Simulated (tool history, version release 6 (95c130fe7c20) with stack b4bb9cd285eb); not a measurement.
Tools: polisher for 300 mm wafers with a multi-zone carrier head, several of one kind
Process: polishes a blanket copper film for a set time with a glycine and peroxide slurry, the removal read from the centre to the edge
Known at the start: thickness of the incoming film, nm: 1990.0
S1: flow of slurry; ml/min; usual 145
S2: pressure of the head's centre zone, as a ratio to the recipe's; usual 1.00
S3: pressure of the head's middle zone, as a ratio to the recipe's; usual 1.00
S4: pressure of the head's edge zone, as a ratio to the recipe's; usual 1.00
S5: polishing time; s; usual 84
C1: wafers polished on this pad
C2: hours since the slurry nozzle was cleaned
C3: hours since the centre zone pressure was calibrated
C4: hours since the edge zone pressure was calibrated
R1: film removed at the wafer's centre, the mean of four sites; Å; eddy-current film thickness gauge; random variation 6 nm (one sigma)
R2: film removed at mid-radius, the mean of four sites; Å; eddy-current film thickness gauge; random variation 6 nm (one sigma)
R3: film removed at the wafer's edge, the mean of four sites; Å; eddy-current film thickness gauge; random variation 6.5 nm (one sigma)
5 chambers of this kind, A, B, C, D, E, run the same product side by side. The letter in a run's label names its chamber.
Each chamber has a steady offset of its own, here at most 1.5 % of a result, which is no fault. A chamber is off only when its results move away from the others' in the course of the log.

run	hour	S1	S2	S3	S4	S5	C1	C2	C3	C4	R1	R2	R3
1C	3.3	145	1.00	1.00	1.00	84	266	620.5	404.6	833.8	4865.6	4926.6	4772.8
2B	8.9	145	1.00	1.00	1.00	84	252	264.3	166.5	507.6	4887.2	4704.6	4776.0
3A	13.5	145	1.00	1.00	1.00	84	997	242.7	335.6	136.3	4756.7	4882.0	4902.0
4E	16.5	145	1.00	1.00	1.00	84	530	21.1	694.5	356.2	4774.5	4704.1	4777.0
5D	22.1	145	1.00	1.00	1.00	84	630	54.0	678.6	1227.6	4904.4	4776.6	4842.9
6C	25.4	145	1.00	1.00	1.00	84	433	642.6	426.7	855.9	4818.1	4827.6	4852.9
7D	29.8	145	1.00	1.00	1.07	65	688	61.7	686.3	1235.3	3794.6	3762.8	3807.2
# hour 30.9: chamber E: worn pad replaced by a new one
8B	33.2	145	1.00	1.00	1.07	65	435	288.6	190.8	531.9	3694.0	3740.6	3949.5
9E	39.3	145	1.00	1.00	1.07	65	63	43.9	717.3	379.0	3742.3	3738.7	3747.0
10A	44.5	145	1.00	1.00	1.07	65	1231	273.7	366.6	167.3	3736.1	3690.3	3850.1
11E	48.9	145	1.00	1.00	1.07	65	136	53.5	726.9	388.6	3795.1	3762.9	3954.3
12D	52.7	145	1.00	1.00	1.00	84	860	84.6	709.2	1258.2	4741.3	4987.3	4790.1
13C	55.7	110	1.00	1.00	1.00	84	661	672.9	457.0	886.2	4625.2	4501.1	4621.1
# hour 59.1: chamber A: worn pad replaced by a new one
14A	61.1	110	1.00	1.00	1.00	84	15	290.3	383.2	183.9	4514.0	4534.4	4539.2
15B	67.1	110	1.00	1.00	1.00	84	691	322.5	224.7	565.8	4411.9	4416.2	4527.7
16A	72.5	110	1.00	1.00	1.00	84	101	301.7	394.6	195.3	4503.6	4509.4	4659.6
17B	78.0	110	1.00	1.00	1.00	84	773	333.4	235.6	576.7	4392.1	4318.0	4394.7
18C	81.5	145	1.00	1.00	1.00	84	855	698.7	482.8	912.0	4891.9	4643.9	4823.8
19D	84.7	145	1.00	1.00	1.00	84	1102	116.6	741.2	1290.2	4818.8	4839.6	4835.2
20E	87.8	145	1.00	0.92	1.00	112	429	92.4	765.8	427.5	6505.2	6018.2	6470.4
21B	91.8	145	1.00	0.92	1.00	112	877	347.2	249.4	590.5	6123.5	5607.5	5992.9
# hour 93.8: chamber C: edge zone pressure recalibrated
22E	97.1	145	1.00	0.92	1.00	112	499	101.7	775.1	436.8	6434.7	5973.5	6579.5
23D	100.1	145	1.00	0.92	1.00	112	1218	132.0	756.6	1305.6	6438.6	6007.6	6375.3
24A	104.1	145	1.00	0.92	1.00	112	339	333.3	426.2	226.9	6401.1	5833.0	6587.9
25C	107.2	145	1.00	0.89	1.00	99	1049	724.4	508.5	13.5	5673.4	5025.2	5710.5
# hour 109.9: chamber E: worn pad replaced by a new one
26D	110.6	145	1.00	0.89	1.00	99	1297	142.5	767.1	1316.1	5758.3	4984.7	5597.0
27A	116.3	145	1.00	0.89	1.00	99	431	345.5	438.4	239.1	5552.6	5172.9	5737.5
# hour 116.8: chamber C: worn pad replaced by a new one
# hour 117.9: chamber D: worn pad replaced by a new one
28B	119.2	145	1.00	0.89	1.00	99	1083	374.6	276.8	617.9	5221.3	4645.9	5242.7
29C	122.4	145	1.00	0.89	1.00	99	42	739.6	523.7	28.7	5865.9	4998.1	5771.2
30E	127.0	145	1.06	1.00	1.00	84	128	131.6	805.0	466.7	5204.7	4774.2	4855.9
31A	131.9	145	1.06	1.00	1.00	84	548	361.1	454.0	254.7	4979.5	4787.0	4961.7
32D	135.9	145	1.06	1.00	1.00	84	136	167.8	792.4	1341.4	5293.1	4779.4	4874.1
33B	140.1	145	1.06	1.00	1.00	84	1241	395.5	297.7	638.8	4490.4	4321.9	4349.3

What goes on in this fleet: one chamber off, a drifting gauge, or nothing beyond the chambers' own small offsets? Name the chamber and the cause, if any.

Chamber B drifts away from the others.
Cause: removal rate lost through wear of the pad, % = 12.1.
The log may not tell that from: slurry flow missing at the pad, %.

Here are 4 candidates for chamber B's next run, each the usual settings with a change, their results left as question marks. Which one brings its results back in line with what the others give on the usual settings?
In line means no further than this from the other chambers' mean on the usual settings: R1 210.0 Å; R2 210.0 Å; R3 230.0 Å
34B-1	144.9	145	1.00	1.00	0.99	73					?	?	?
34B-2	144.9	145	1.00	1.00	1.00	80					?	?	?
34B-3	144.9	145	1.00	1.00	1.01	95					?	?	?
34B-4	144.9	145	1.00	1.00	1.00	88					?	?	?

The other chambers' mean on the usual settings: R1 4829.0 Å; R2 4809.4 Å; R3 4841.7 Å
run	R1	R2	R3
34B-1	3672.7	3690.5	3620.4
34B-2	4024.9	4044.4	3988.2
34B-3	4779.6	4802.6	4760.5
34B-4	4427.4	4448.8	4387.1
34B-3 brings the chamber back in line.
